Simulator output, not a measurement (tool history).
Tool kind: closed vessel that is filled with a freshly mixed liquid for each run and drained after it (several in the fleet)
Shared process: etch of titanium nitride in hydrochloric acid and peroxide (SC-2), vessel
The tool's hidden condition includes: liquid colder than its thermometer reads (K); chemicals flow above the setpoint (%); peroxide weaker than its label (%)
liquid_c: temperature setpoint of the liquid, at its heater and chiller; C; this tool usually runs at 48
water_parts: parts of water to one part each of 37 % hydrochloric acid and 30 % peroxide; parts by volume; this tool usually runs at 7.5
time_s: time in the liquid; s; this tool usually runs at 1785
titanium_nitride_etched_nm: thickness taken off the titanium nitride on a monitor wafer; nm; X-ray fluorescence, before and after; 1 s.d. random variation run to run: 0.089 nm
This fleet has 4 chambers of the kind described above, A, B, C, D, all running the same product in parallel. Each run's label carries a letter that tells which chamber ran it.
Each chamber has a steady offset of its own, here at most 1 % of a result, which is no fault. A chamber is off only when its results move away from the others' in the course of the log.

run   hour  liquid_c  water_parts  time_s  hours since the thermometer was replaced  hours since the chemicals flow meter was replaced  hours since the drum of peroxide was connected  read-back film thickness of the titanium nitride reference wafer, read on the same gauge (nm)  titanium_nitride_etched_nm
 1D    6.5        48          7.5    1785                                    2603.8                                              318.9                                          1283.8                                                                                         70.007                      27.208
 2C   11.8        48          7.5    1785                                    1379.5                                              615.7                                           304.6                                                                                         69.999                      27.375
 3B     19        48          7.5    1785                                    1041.7                                               1415                                           975.4                                                                                         69.986                      27.051
      23.9  -- chamber D: new drum of peroxide connected
 4A   24.7        48          7.5    1785                                     134.6                                              912.7                                             451                                                                                         69.997                      27.344
 5D   33.9        48          7.5    1785                                    2631.2                                              346.3                                            10.1                                                                                         69.981                      27.365
      38.4  -- chamber A: new drum of peroxide connected
 6B   40.5        48          7.5    1785                                    1063.2                                             1436.5                                           996.9                                                                                         70.018                      27.134
 7A     51        48          7.5    2815                                     160.9                                                939                                            12.7                                                                                         70.017                      43.354
 8C   60.4        48          7.5    2815                                    1428.1                                              664.3                                           353.2                                                                                         69.988                      42.967
 9B   67.2        48          7.5    2815                                    1089.9                                             1463.2                                          1023.6                                                                                         69.992                       42.88
10D   72.7        48          7.5    2815                                      2670                                              385.1                                            48.9                                                                                          70.02                      42.849
11A   80.6        48          7.5    1785                                     190.5                                              968.6                                            42.3                                                                                          70.02                      27.549
12C     89        53          7.5    2795                                    1456.7                                              692.9                                           381.8                                                                                         69.993                      60.003
13B   96.2        53          7.5    2795                                    1118.9                                             1492.2                                          1052.6                                                                                         70.024                      59.657
14A  104.6        53          7.5    2795                                     214.5                                              992.6                                            66.3                                                                                         70.035                      59.445
15C  114.6        53          7.5    2795                                    1482.3                                              718.5                                           407.4                                                                                         70.016                       59.75
16D  125.1        48          7.5    1785                                    2722.4                                              437.5                                           101.3                                                                                         69.993                      27.269
17A  133.7        48          7.5    1785                                     243.6                                             1021.7                                            95.4                                                                                         69.972                      27.532
18C  140.2        48          7.5    1785                                    1507.9                                              744.1                                             433                                                                                         69.984                      27.313
19B  149.2        48          7.5    1785                                    1171.9                                             1545.2                                          1105.6                                                                                         69.978                      27.092
20D  154.1        48          7.5    1785                                    2751.4                                              466.5                                           130.3                                                                                          70.01                      27.349
21D  161.7        48          7.5    1785                                      2759                                              474.1                                           137.9                                                                                         69.996                      27.258
22A  166.5        48          6.5    2795                                     276.4                                             1054.5                                           128.2                                                                                         70.007                      47.975
23C  172.5        48          6.5    2795                                    1540.2                                              776.4                                           465.3                                                                                         69.992                      47.721
24B  177.5        48          6.5    2795                                    1200.2                                             1573.5                                          1133.9                                                                                         70.029                      47.358
25D  185.5        48          6.5    2795                                    2782.8                                              497.9                                           161.7                                                                                         70.006                      48.039
     189.7  -- chamber D: thermometer replaced
26A  191.9        48          7.5    1785                                     301.8                                             1079.9                                           153.6                                                                                         69.982                       27.34
27B    198        48          7.5    1785                                    1220.7                                               1594                                          1154.4                                                                                          70.01                      27.263
28C  206.5        48          7.5    1785                                    1574.2                                              810.4                                           499.3                                                                                         69.994                       27.24
29D  217.3        48          7.5    1785                                      27.6                                              529.7                                           193.5                                                                                         69.992                      27.292
30C  227.7        48          7.5    1785                                    1595.4                                              831.6                                           520.5                                                                                         70.005                      27.406
31B  233.6        48          7.5    1785                                    1256.3                                             1629.6                                            1190                                                                                         69.999                      27.193

Is one chamber out of step, is the gauge drifting, or do the chambers differ by no more than their own small offsets? For an off chamber, give its letter and the likeliest cause.

Neither any chamber nor the gauge drifts; the chambers differ only by their own small, steady offsets.
